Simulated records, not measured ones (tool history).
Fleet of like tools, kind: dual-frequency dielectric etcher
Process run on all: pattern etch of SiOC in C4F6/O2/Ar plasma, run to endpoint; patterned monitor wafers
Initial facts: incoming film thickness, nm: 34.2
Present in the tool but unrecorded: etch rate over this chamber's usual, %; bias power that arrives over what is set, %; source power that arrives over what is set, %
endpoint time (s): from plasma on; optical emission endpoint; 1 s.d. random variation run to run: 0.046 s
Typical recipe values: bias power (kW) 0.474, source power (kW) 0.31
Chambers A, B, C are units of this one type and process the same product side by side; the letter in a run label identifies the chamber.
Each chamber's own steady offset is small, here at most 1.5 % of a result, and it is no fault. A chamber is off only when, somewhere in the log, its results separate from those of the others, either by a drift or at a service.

run  hour  bias power (kW)  source power (kW)  hours since the last wet clean  hours since the last bias power generator calibration  hours since the last source power generator calibration  endpoint time (s)
 1A   2.8            0.474               0.31                            67.2                                                  716.5                                                       73             12.836
 2C   6.8            0.474               0.31                            26.5                                                 1414.4                                                   1492.6             13.103
 3B  10.2            0.474               0.31                           329.3                                                 2372.6                                                   2952.5             13.001
 4B  14.4            0.474               0.31                           333.5                                                 2376.8                                                   2956.7             13.101
 5A  18.8            0.474               0.31                            83.2                                                  732.5                                                       89             12.974
 6C  21.7            0.474               0.31                            41.4                                                 1429.3                                                   1507.5             13.023
 7A  27.2            0.474               0.31                            91.6                                                  740.9                                                     97.4             12.892
 8B  32.2            0.474               0.31                           351.3                                                 2394.6                                                   2974.5             13.017
 9C  36.9            0.474               0.31                            56.6                                                 1444.5                                                   1522.7             13.056
10A  40.5            0.474               0.31                           104.9                                                  754.2                                                    110.7             12.727
11C  44.9            0.474               0.31                            64.6                                                 1452.5                                                   1530.7             13.041
12B  50.1            0.474               0.31                           369.2                                                 2412.5                                                   2992.4             13.019
13B  54.6            0.474               0.31                           373.7                                                   2417                                                   2996.9             13.064
14C  57.4            0.474               0.31                            77.1                                                   1465                                                   1543.2             13.104
15A  61.4            0.474               0.31                           125.8                                                  775.1                                                    131.6             12.896
16B  66.8            0.474               0.31                           385.9                                                 2429.2                                                   3009.1             13.075
17A  69.8            0.474               0.31                           134.2                                                  783.5                                                      140             12.933
18C  72.9            0.474               0.31                            92.6                                                 1480.5                                                   1558.7             13.061
19B  75.5            0.474               0.31                           394.6                                                 2437.9                                                   3017.8             13.016
20A  80.1            0.575               0.25                           144.5                                                  793.8                                                    150.3             12.933
21C  82.7            0.575               0.25                           102.4                                                 1490.3                                                   1568.5              13.12
22A    87            0.575               0.25                           151.4                                                  800.7                                                    157.2             12.894
23C  89.9            0.474               0.35                           109.6                                                 1497.5                                                   1575.7             12.584
24B  93.7            0.474               0.35                           412.8                                                 2456.1                                                     3036               12.5

Has any chamber moved away from the others, gradually or after a service, or does the common gauge drift, or do the chambers differ only by their own small steady offsets? State the chamber and the most likely cause if one applies.

All chambers stay in line apart from their small fixed offsets, and the gauge does not drift.

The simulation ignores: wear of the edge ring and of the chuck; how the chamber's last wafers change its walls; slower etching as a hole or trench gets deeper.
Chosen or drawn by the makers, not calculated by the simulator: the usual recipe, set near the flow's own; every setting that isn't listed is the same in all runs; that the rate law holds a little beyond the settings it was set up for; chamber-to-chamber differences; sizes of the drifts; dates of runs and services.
